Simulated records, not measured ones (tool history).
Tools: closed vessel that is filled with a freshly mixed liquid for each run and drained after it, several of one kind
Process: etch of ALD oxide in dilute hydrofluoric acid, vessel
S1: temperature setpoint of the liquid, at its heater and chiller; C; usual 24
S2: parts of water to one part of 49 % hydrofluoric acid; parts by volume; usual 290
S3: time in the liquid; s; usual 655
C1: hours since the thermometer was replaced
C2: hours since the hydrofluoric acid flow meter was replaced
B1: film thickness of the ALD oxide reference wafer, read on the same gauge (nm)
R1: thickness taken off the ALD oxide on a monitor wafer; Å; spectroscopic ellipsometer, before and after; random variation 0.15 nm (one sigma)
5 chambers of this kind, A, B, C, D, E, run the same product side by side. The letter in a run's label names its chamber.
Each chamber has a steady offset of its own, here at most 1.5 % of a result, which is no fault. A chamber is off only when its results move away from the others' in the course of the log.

run	hour	S1	S2	S3	C1	C2	B1	R1
1B	5.2	24	290	655	389.6	210.9	100.01	179.99
2A	10.2	24	290	655	421.4	875.6	100.01	175.92
3D	15.5	24	290	655	494	160.3	100	180.78
4C	27	24	290	655	970.7	300.7	100	182.68
5E	33.8	24	290	655	584.6	896.7	99.994	183.28
6C	40.6	24	290	655	984.3	314.3	99.986	182.85
7D	45.8	24	290	655	524.3	190.6	100.01	179.89
8E	51.4	24	290	655	602.2	914.3	100.01	184.85
9B	61.5	24	290	655	445.9	267.2	99.991	182.24
10A	67	24	290	655	478.2	932.4	99.991	176.17
11E	72.8	24	290	655	623.6	935.7	99.996	182.41
12D	79.3	24	290	655	557.8	224.1	99.998	181.55
13B	89.1	24	290	655	473.5	294.8	100.01	179.71
14C	98.4	24	290	655	1042.1	372.1	100.01	177.47
15A	107.2	24	290	655	518.4	972.6	100.01	178.72
16D	112.6	21	190	655	591.1	257.4	100.01	270.42
17E	119.3	21	190	655	670.1	982.2	99.991	274.36
# hour 122.6: chamber E: hydrofluoric acid flow meter replaced
18A	127.1	21	190	655	538.3	992.5	100	269.64
19B	137.4	21	190	655	521.8	343.1	99.997	271.37
20C	144	21	190	655	1087.7	417.7	99.996	264.87
21E	155.2	24	290	655	706	32.7	99.993	181.97
22B	161.8	24	290	655	546.2	367.5	100.01	181.45
23D	169.8	24	290	655	648.3	314.6	100	180.03
24A	178.1	24	290	655	589.3	1043.5	100.01	174.02
25C	186.4	22	290	655	1130.1	460.1	99.996	162.22
26C	192.5	22	290	655	1136.2	466.2	100.01	159.08
27D	201.1	22	290	655	679.6	345.9	100	168.2
28B	212	22	290	655	596.4	417.7	99.995	168.02
# hour 218.6: chamber B: hydrofluoric acid flow meter replaced
29A	221.4	22	290	655	632.6	1086.8	100.01	163.43
30E	230.5	24	290	655	781.3	108	100.01	180.4
31A	241.6	24	290	655	652.8	1107	100	177.65
32D	252.4	24	225	355	730.9	397.2	100	134.13
33B	258.5	24	225	355	642.9	39.9	99.998	135.31

Is one chamber off against the others, does the gauge drift, or is nothing wrong? If a chamber is off, say which, and what the likeliest cause is.

Chamber C drifts away from the others.
Cause: hydrofluoric acid flow below the setpoint (%) = 7.15.
The log may not tell that from: liquid colder than its thermometer reads (K).

Here are 4 candidates for chamber C's next run, each the usual settings with a change, their results left as question marks. Which one brings its results back in line with what the others give on the usual settings?
In line means no further than this from the other chambers' mean on the usual settings: R1 5.3 Å
34C-1	266.8	24	280	680				?
34C-2	266.8	24	325	655				?
34C-3	266.8	24	310	655				?
34C-4	266.8	24	270	700				?

The other chambers' mean on the usual settings: R1 179.6 Å
run	R1
34C-1	177.97
34C-2	141.24
34C-3	150.27
34C-4	191.92
34C-1 brings the chamber back in line.
